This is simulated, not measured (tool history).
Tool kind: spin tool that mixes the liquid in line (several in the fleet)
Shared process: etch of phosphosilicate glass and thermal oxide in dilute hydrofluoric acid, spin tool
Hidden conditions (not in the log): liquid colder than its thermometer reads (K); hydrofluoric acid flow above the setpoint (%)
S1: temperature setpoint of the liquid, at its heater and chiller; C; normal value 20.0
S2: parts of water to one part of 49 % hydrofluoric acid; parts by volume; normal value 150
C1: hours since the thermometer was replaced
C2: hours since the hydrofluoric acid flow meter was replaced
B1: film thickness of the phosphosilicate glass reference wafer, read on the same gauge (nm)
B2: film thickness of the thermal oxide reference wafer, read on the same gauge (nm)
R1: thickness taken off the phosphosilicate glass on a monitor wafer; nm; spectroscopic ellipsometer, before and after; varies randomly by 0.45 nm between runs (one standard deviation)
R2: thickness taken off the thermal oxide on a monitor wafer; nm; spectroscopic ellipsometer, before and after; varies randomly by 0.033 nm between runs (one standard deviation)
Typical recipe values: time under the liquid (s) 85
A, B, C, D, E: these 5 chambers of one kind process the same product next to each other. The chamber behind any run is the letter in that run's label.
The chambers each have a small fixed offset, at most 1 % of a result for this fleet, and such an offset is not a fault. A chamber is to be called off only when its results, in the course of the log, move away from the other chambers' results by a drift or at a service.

{"run": "1B", "hour": 8.4, "S1": 20.0, "S2": 150, "time under the liquid (s)": 85, "C1": 449.2, "C2": 113.5, "B1": 90.006, "B2": 120.0, "R1": 46.952, "R2": 2.0379}
{"run": "2C", "hour": 17.0, "S1": 20.0, "S2": 150, "time under the liquid (s)": 85, "C1": 560.5, "C2": 1477.4, "B1": 89.982, "B2": 120.03, "R1": 46.699, "R2": 2.0823}
{"run": "3A", "hour": 23.4, "S1": 20.0, "S2": 150, "time under the liquid (s)": 85, "C1": 828.6, "C2": 644.6, "B1": 89.992, "B2": 119.99, "R1": 46.346, "R2": 2.0854}
{"run": "4E", "hour": 28.5, "S1": 20.0, "S2": 150, "time under the liquid (s)": 85, "C1": 473.0, "C2": 736.5, "B1": 90.011, "B2": 119.96, "R1": 47.502, "R2": 2.113}
{"hour": 33.3, "done": "chamber B: thermometer replaced"}
{"run": "5D", "hour": 34.7, "S1": 20.0, "S2": 150, "time under the liquid (s)": 85, "C1": 392.8, "C2": 503.7, "B1": 90.019, "B2": 120.0, "R1": 45.961, "R2": 2.1108}
{"run": "6B", "hour": 40.6, "S1": 20.0, "S2": 150, "time under the liquid (s)": 85, "C1": 7.4, "C2": 145.7, "B1": 90.014, "B2": 119.99, "R1": 47.464, "R2": 2.1152}
{"run": "7C", "hour": 50.1, "S1": 20.0, "S2": 150, "time under the liquid (s)": 85, "C1": 593.6, "C2": 1510.5, "B1": 90.023, "B2": 119.98, "R1": 46.272, "R2": 2.0872}
{"run": "8D", "hour": 59.5, "S1": 20.0, "S2": 150, "time under the liquid (s)": 85, "C1": 417.6, "C2": 528.5, "B1": 89.998, "B2": 119.98, "R1": 46.478, "R2": 2.0581}
{"run": "9E", "hour": 66.5, "S1": 20.0, "S2": 150, "time under the liquid (s)": 85, "C1": 511.0, "C2": 774.5, "B1": 90.014, "B2": 120.03, "R1": 46.748, "R2": 2.0869}
{"run": "10A", "hour": 71.0, "S1": 23.5, "S2": 150, "time under the liquid (s)": 85, "C1": 876.2, "C2": 692.2, "B1": 90.008, "B2": 120.0, "R1": 53.391, "R2": 2.4628}
{"run": "11B", "hour": 80.8, "S1": 23.5, "S2": 150, "time under the liquid (s)": 85, "C1": 47.6, "C2": 185.9, "B1": 90.0, "B2": 120.05, "R1": 53.922, "R2": 2.3964}
{"run": "12E", "hour": 85.9, "S1": 23.5, "S2": 150, "time under the liquid (s)": 85, "C1": 530.4, "C2": 793.9, "B1": 89.999, "B2": 120.01, "R1": 54.11, "R2": 2.3903}
{"run": "13C", "hour": 94.7, "S1": 23.5, "S2": 150, "time under the liquid (s)": 85, "C1": 638.2, "C2": 1555.1, "B1": 90.006, "B2": 120.05, "R1": 53.608, "R2": 2.3736}
{"run": "14D", "hour": 104.4, "S1": 23.5, "S2": 150, "time under the liquid (s)": 85, "C1": 462.5, "C2": 573.4, "B1": 89.989, "B2": 120.03, "R1": 53.765, "R2": 2.3967}
{"run": "15A", "hour": 112.7, "S1": 20.0, "S2": 150, "time under the liquid (s)": 85, "C1": 917.9, "C2": 733.9, "B1": 90.006, "B2": 119.99, "R1": 46.131, "R2": 2.1087}
{"run": "16D", "hour": 121.3, "S1": 20.0, "S2": 150, "time under the liquid (s)": 85, "C1": 479.4, "C2": 590.3, "B1": 89.998, "B2": 119.99, "R1": 46.928, "R2": 2.1036}
{"hour": 122.5, "done": "chamber C: hydrofluoric acid flow meter replaced"}
{"run": "17C", "hour": 128.9, "S1": 20.0, "S2": 150, "time under the liquid (s)": 85, "C1": 672.4, "C2": 6.5, "B1": 90.004, "B2": 120.01, "R1": 46.139, "R2": 2.1433}
{"run": "18A", "hour": 135.6, "S1": 20.0, "S2": 150, "time under the liquid (s)": 85, "C1": 940.8, "C2": 756.8, "B1": 89.995, "B2": 120.0, "R1": 46.697, "R2": 2.184}
{"run": "19E", "hour": 140.4, "S1": 20.0, "S2": 150, "time under the liquid (s)": 85, "C1": 584.9, "C2": 848.4, "B1": 89.982, "B2": 119.99, "R1": 48.201, "R2": 2.1811}
{"run": "20B", "hour": 150.0, "S1": 20.0, "S2": 150, "time under the liquid (s)": 85, "C1": 116.8, "C2": 255.1, "B1": 89.996, "B2": 120.0, "R1": 46.869, "R2": 2.0934}
{"run": "21D", "hour": 158.5, "S1": 17.0, "S2": 170, "time under the liquid (s)": 85, "C1": 516.6, "C2": 627.5, "B1": 90.029, "B2": 120.02, "R1": 36.203, "R2": 1.6225}
{"run": "22A", "hour": 166.8, "S1": 17.0, "S2": 170, "time under the liquid (s)": 85, "C1": 972.0, "C2": 788.0, "B1": 89.99, "B2": 119.98, "R1": 36.425, "R2": 1.6469}
{"run": "23B", "hour": 175.9, "S1": 17.0, "S2": 170, "time under the liquid (s)": 85, "C1": 142.7, "C2": 281.0, "B1": 89.984, "B2": 119.99, "R1": 35.82, "R2": 1.6074}
{"run": "24C", "hour": 181.3, "S1": 17.0, "S2": 170, "time under the liquid (s)": 85, "C1": 724.8, "C2": 58.9, "B1": 89.982, "B2": 119.99, "R1": 35.28, "R2": 1.5982}
{"run": "25E", "hour": 191.5, "S1": 17.0, "S2": 170, "time under the liquid (s)": 85, "C1": 636.0, "C2": 899.5, "B1": 89.985, "B2": 119.97, "R1": 38.034, "R2": 1.6575}
{"run": "26A", "hour": 200.2, "S1": 20.0, "S2": 150, "time under the liquid (s)": 85, "C1": 1005.4, "C2": 821.4, "B1": 89.99, "B2": 119.99, "R1": 46.875, "R2": 2.1327}
{"run": "27C", "hour": 208.7, "S1": 20.0, "S2": 150, "time under the liquid (s)": 85, "C1": 752.2, "C2": 86.3, "B1": 89.998, "B2": 119.98, "R1": 45.371, "R2": 2.1443}
{"run": "28B", "hour": 218.3, "S1": 20.0, "S2": 150, "time under the liquid (s)": 115, "C1": 185.1, "C2": 323.4, "B1": 89.984, "B2": 119.95, "R1": 64.175, "R2": 2.7882}
{"run": "29E", "hour": 223.1, "S1": 20.0, "S2": 150, "time under the liquid (s)": 115, "C1": 667.6, "C2": 931.1, "B1": 90.006, "B2": 120.02, "R1": 66.317, "R2": 2.949}
{"run": "30D", "hour": 231.6, "S1": 20.0, "S2": 150, "time under the liquid (s)": 115, "C1": 589.7, "C2": 700.6, "B1": 89.977, "B2": 120.0, "R1": 62.256, "R2": 2.8229}
{"run": "31B", "hour": 240.8, "S1": 20.0, "S2": 150, "time under the liquid (s)": 115, "C1": 207.6, "C2": 345.9, "B1": 90.028, "B2": 120.0, "R1": 63.464, "R2": 2.7916}
{"run": "32C", "hour": 248.9, "S1": 20.0, "S2": 150, "time under the liquid (s)": 115, "C1": 792.4, "C2": 126.5, "B1": 89.984, "B2": 119.98, "R1": 62.526, "R2": 2.7754}
{"run": "33D", "hour": 253.8, "S1": 20.0, "S2": 150, "time under the liquid (s)": 85, "C1": 611.9, "C2": 722.8, "B1": 89.976, "B2": 120.02, "R1": 45.802, "R2": 2.0674}
{"run": "34E", "hour": 260.9, "S1": 20.0, "S2": 150, "time under the liquid (s)": 85, "C1": 705.4, "C2": 968.9, "B1": 90.013, "B2": 119.98, "R1": 50.227, "R2": 2.2595}
{"run": "35A", "hour": 268.3, "S1": 20.0, "S2": 150, "time under the liquid (s)": 85, "C1": 1073.5, "C2": 889.5, "B1": 89.994, "B2": 120.0, "R1": 46.741, "R2": 2.0975}
{"run": "36D", "hour": 274.7, "S1": 20.0, "S2": 150, "time under the liquid (s)": 85, "C1": 632.8, "C2": 743.7, "B1": 90.005, "B2": 119.98, "R1": 46.321, "R2": 2.1327}
{"run": "37A", "hour": 284.4, "S1": 20.0, "S2": 150, "time under the liquid (s)": 85, "C1": 1089.6, "C2": 905.6, "B1": 90.016, "B2": 119.99, "R1": 46.953, "R2": 2.1581}
{"run": "38C", "hour": 291.3, "S1": 20.0, "S2": 150, "time under the liquid (s)": 85, "C1": 834.8, "C2": 168.9, "B1": 90.008, "B2": 120.03, "R1": 45.725, "R2": 2.1464}
{"run": "39E", "hour": 298.9, "S1": 20.0, "S2": 150, "time under the liquid (s)": 85, "C1": 743.4, "C2": 1006.9, "B1": 89.998, "B2": 120.01, "R1": 49.888, "R2": 2.2801}
{"run": "40B", "hour": 304.8, "S1": 24.5, "S2": 105, "time under the liquid (s)": 85, "C1": 271.6, "C2": 409.9, "B1": 89.997, "B2": 120.03, "R1": 85.049, "R2": 3.7454}
{"run": "41E", "hour": 311.6, "S1": 24.5, "S2": 105, "time under the liquid (s)": 85, "C1": 756.1, "C2": 1019.6, "B1": 89.992, "B2": 120.0, "R1": 90.878, "R2": 4.0773}
{"run": "42B", "hour": 316.3, "S1": 24.5, "S2": 105, "time under the liquid (s)": 85, "C1": 283.1, "C2": 421.4, "B1": 90.019, "B2": 119.95, "R1": 85.355, "R2": 3.8354}
{"run": "43C", "hour": 324.7, "S1": 24.5, "S2": 105, "time under the liquid (s)": 85, "C1": 868.2, "C2": 202.3, "B1": 90.02, "B2": 119.97, "R1": 81.55, "R2": 3.7447}

All chambers now run identical settings, listed one chamber a line with results as question marks. What results will each chamber show?
{"run": "44A", "hour": 332.1, "S1": 25.0, "S2": 150, "time under the liquid (s)": 85, "R1": "?", "R2": "?"}
{"run": "44B", "hour": 332.1, "S1": 25.0, "S2": 150, "time under the liquid (s)": 85, "R1": "?", "R2": "?"}
{"run": "44C", "hour": 332.1, "S1": 25.0, "S2": 150, "time under the liquid (s)": 85, "R1": "?", "R2": "?"}
{"run": "44D", "hour": 332.1, "S1": 25.0, "S2": 150, "time under the liquid (s)": 85, "R1": "?", "R2": "?"}
{"run": "44E", "hour": 332.1, "S1": 25.0, "S2": 150, "time under the liquid (s)": 85, "R1": "?", "R2": "?"}

run=44A R1=57.867 R2=2.6150
run=44B R1=57.671 R2=2.5200
run=44C R1=56.223 R2=2.5443
run=44D R1=56.790 R2=2.5243
run=44E R1=62.887 R2=2.7582
